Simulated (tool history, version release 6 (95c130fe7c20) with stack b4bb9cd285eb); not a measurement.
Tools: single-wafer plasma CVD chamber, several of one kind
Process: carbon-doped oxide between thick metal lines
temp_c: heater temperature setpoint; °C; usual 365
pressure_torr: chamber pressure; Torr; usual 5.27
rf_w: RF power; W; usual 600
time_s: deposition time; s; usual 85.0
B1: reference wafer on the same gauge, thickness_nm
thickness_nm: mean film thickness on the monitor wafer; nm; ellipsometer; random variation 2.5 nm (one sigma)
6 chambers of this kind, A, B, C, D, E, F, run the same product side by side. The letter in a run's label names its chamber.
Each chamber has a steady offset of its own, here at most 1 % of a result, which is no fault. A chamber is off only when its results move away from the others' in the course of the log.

{"run": "1D", "hour": 3.3, "temp_c": 365, "pressure_torr": 5.27, "rf_w": 600, "time_s": 85.0, "B1": 533.27, "thickness_nm": 465.34}
{"run": "2F", "hour": 6.3, "temp_c": 365, "pressure_torr": 5.27, "rf_w": 600, "time_s": 85.0, "B1": 532.74, "thickness_nm": 468.8}
{"run": "3C", "hour": 8.7, "temp_c": 365, "pressure_torr": 5.27, "rf_w": 600, "time_s": 85.0, "B1": 532.89, "thickness_nm": 462.42}
{"run": "4B", "hour": 11.8, "temp_c": 365, "pressure_torr": 5.27, "rf_w": 600, "time_s": 85.0, "B1": 533.68, "thickness_nm": 464.71}
{"run": "5A", "hour": 16.7, "temp_c": 365, "pressure_torr": 5.27, "rf_w": 600, "time_s": 85.0, "B1": 532.46, "thickness_nm": 469.6}
{"run": "6E", "hour": 21.5, "temp_c": 365, "pressure_torr": 5.27, "rf_w": 600, "time_s": 85.0, "B1": 532.79, "thickness_nm": 467.57}
{"run": "7E", "hour": 26.0, "temp_c": 365, "pressure_torr": 5.27, "rf_w": 600, "time_s": 85.0, "B1": 533.49, "thickness_nm": 468.73}
{"run": "8A", "hour": 29.7, "temp_c": 365, "pressure_torr": 5.27, "rf_w": 600, "time_s": 85.0, "B1": 533.02, "thickness_nm": 470.03}
{"run": "9D", "hour": 34.1, "temp_c": 365, "pressure_torr": 5.27, "rf_w": 600, "time_s": 85.0, "B1": 533.15, "thickness_nm": 467.31}
{"run": "10C", "hour": 38.1, "temp_c": 365, "pressure_torr": 5.27, "rf_w": 600, "time_s": 85.0, "B1": 533.77, "thickness_nm": 466.07}
{"run": "11B", "hour": 40.5, "temp_c": 365, "pressure_torr": 5.27, "rf_w": 600, "time_s": 85.0, "B1": 532.92, "thickness_nm": 460.57}
{"run": "12F", "hour": 43.6, "temp_c": 372, "pressure_torr": 5.27, "rf_w": 600, "time_s": 79.2, "B1": 532.83, "thickness_nm": 431.46}
{"run": "13E", "hour": 45.9, "temp_c": 372, "pressure_torr": 5.27, "rf_w": 600, "time_s": 79.2, "B1": 532.87, "thickness_nm": 435.58}
{"run": "14B", "hour": 49.3, "temp_c": 372, "pressure_torr": 5.27, "rf_w": 600, "time_s": 79.2, "B1": 533.41, "thickness_nm": 424.18}
{"run": "15D", "hour": 52.5, "temp_c": 372, "pressure_torr": 5.27, "rf_w": 600, "time_s": 79.2, "B1": 532.56, "thickness_nm": 425.4}
{"run": "16C", "hour": 57.0, "temp_c": 372, "pressure_torr": 5.27, "rf_w": 600, "time_s": 79.2, "B1": 533.62, "thickness_nm": 422.94}
{"run": "17A", "hour": 59.3, "temp_c": 372, "pressure_torr": 5.27, "rf_w": 600, "time_s": 79.2, "B1": 533.62, "thickness_nm": 430.18}
{"run": "18F", "hour": 63.8, "temp_c": 365, "pressure_torr": 5.27, "rf_w": 600, "time_s": 85.0, "B1": 533.15, "thickness_nm": 468.48}
{"run": "19F", "hour": 68.9, "temp_c": 365, "pressure_torr": 5.27, "rf_w": 600, "time_s": 85.0, "B1": 532.63, "thickness_nm": 468.04}
{"run": "20B", "hour": 72.2, "temp_c": 365, "pressure_torr": 5.27, "rf_w": 600, "time_s": 85.0, "B1": 533.03, "thickness_nm": 464.68}
{"run": "21A", "hour": 75.2, "temp_c": 365, "pressure_torr": 5.27, "rf_w": 600, "time_s": 85.0, "B1": 533.06, "thickness_nm": 470.16}
{"run": "22C", "hour": 79.1, "temp_c": 365, "pressure_torr": 5.27, "rf_w": 600, "time_s": 85.0, "B1": 532.02, "thickness_nm": 466.06}
{"run": "23D", "hour": 81.9, "temp_c": 365, "pressure_torr": 5.27, "rf_w": 600, "time_s": 85.0, "B1": 533.2, "thickness_nm": 468.21}
{"run": "24E", "hour": 85.1, "temp_c": 365, "pressure_torr": 5.27, "rf_w": 600, "time_s": 85.0, "B1": 532.74, "thickness_nm": 467.39}
{"run": "25C", "hour": 90.1, "temp_c": 365, "pressure_torr": 5.27, "rf_w": 600, "time_s": 85.0, "B1": 532.87, "thickness_nm": 468.47}
{"run": "26B", "hour": 93.6, "temp_c": 365, "pressure_torr": 5.27, "rf_w": 600, "time_s": 85.0, "B1": 532.98, "thickness_nm": 463.26}
{"run": "27F", "hour": 96.6, "temp_c": 365, "pressure_torr": 5.27, "rf_w": 600, "time_s": 85.0, "B1": 533.1, "thickness_nm": 466.96}
{"run": "28D", "hour": 100.4, "temp_c": 365, "pressure_torr": 5.27, "rf_w": 600, "time_s": 85.0, "B1": 533.5, "thickness_nm": 468.31}
{"run": "29E", "hour": 102.8, "temp_c": 365, "pressure_torr": 5.27, "rf_w": 600, "time_s": 85.0, "B1": 533.04, "thickness_nm": 470.09}
{"run": "30A", "hour": 107.6, "temp_c": 365, "pressure_torr": 5.27, "rf_w": 600, "time_s": 85.0, "B1": 533.88, "thickness_nm": 473.08}
{"run": "31C", "hour": 110.8, "temp_c": 365, "pressure_torr": 5.27, "rf_w": 600, "time_s": 85.0, "B1": 532.51, "thickness_nm": 464.57}
{"run": "32F", "hour": 115.8, "temp_c": 365, "pressure_torr": 5.27, "rf_w": 600, "time_s": 85.0, "B1": 532.41, "thickness_nm": 468.88}
{"run": "33B", "hour": 121.1, "temp_c": 365, "pressure_torr": 5.27, "rf_w": 600, "time_s": 85.0, "B1": 533.19, "thickness_nm": 460.72}
{"run": "34E", "hour": 125.3, "temp_c": 365, "pressure_torr": 5.27, "rf_w": 600, "time_s": 85.0, "B1": 533.08, "thickness_nm": 467.33}
{"run": "35D", "hour": 128.2, "temp_c": 365, "pressure_torr": 5.27, "rf_w": 600, "time_s": 85.0, "B1": 533.25, "thickness_nm": 469.56}
{"run": "36A", "hour": 131.6, "temp_c": 365, "pressure_torr": 5.27, "rf_w": 600, "time_s": 85.0, "B1": 533.15, "thickness_nm": 469.89}
{"run": "37B", "hour": 134.6, "temp_c": 365, "pressure_torr": 5.27, "rf_w": 600, "time_s": 85.0, "B1": 532.75, "thickness_nm": 468.24}
{"run": "38D", "hour": 137.6, "temp_c": 365, "pressure_torr": 5.27, "rf_w": 600, "time_s": 85.0, "B1": 533.53, "thickness_nm": 474.47}
{"run": "39A", "hour": 140.7, "temp_c": 365, "pressure_torr": 5.27, "rf_w": 600, "time_s": 85.0, "B1": 533.02, "thickness_nm": 470.17}
{"run": "40F", "hour": 143.3, "temp_c": 365, "pressure_torr": 5.27, "rf_w": 600, "time_s": 85.0, "B1": 533.88, "thickness_nm": 468.27}
{"run": "41E", "hour": 147.7, "temp_c": 365, "pressure_torr": 5.27, "rf_w": 600, "time_s": 85.0, "B1": 532.85, "thickness_nm": 469.42}
{"run": "42C", "hour": 151.1, "temp_c": 365, "pressure_torr": 5.27, "rf_w": 600, "time_s": 85.0, "B1": 533.15, "thickness_nm": 465.09}

Is one chamber off against the others, does the gauge drift, or is nothing wrong? If a chamber is off, say which, and what the likeliest cause is.

No chamber stands off beyond its own small offset, and the gauge holds steady.

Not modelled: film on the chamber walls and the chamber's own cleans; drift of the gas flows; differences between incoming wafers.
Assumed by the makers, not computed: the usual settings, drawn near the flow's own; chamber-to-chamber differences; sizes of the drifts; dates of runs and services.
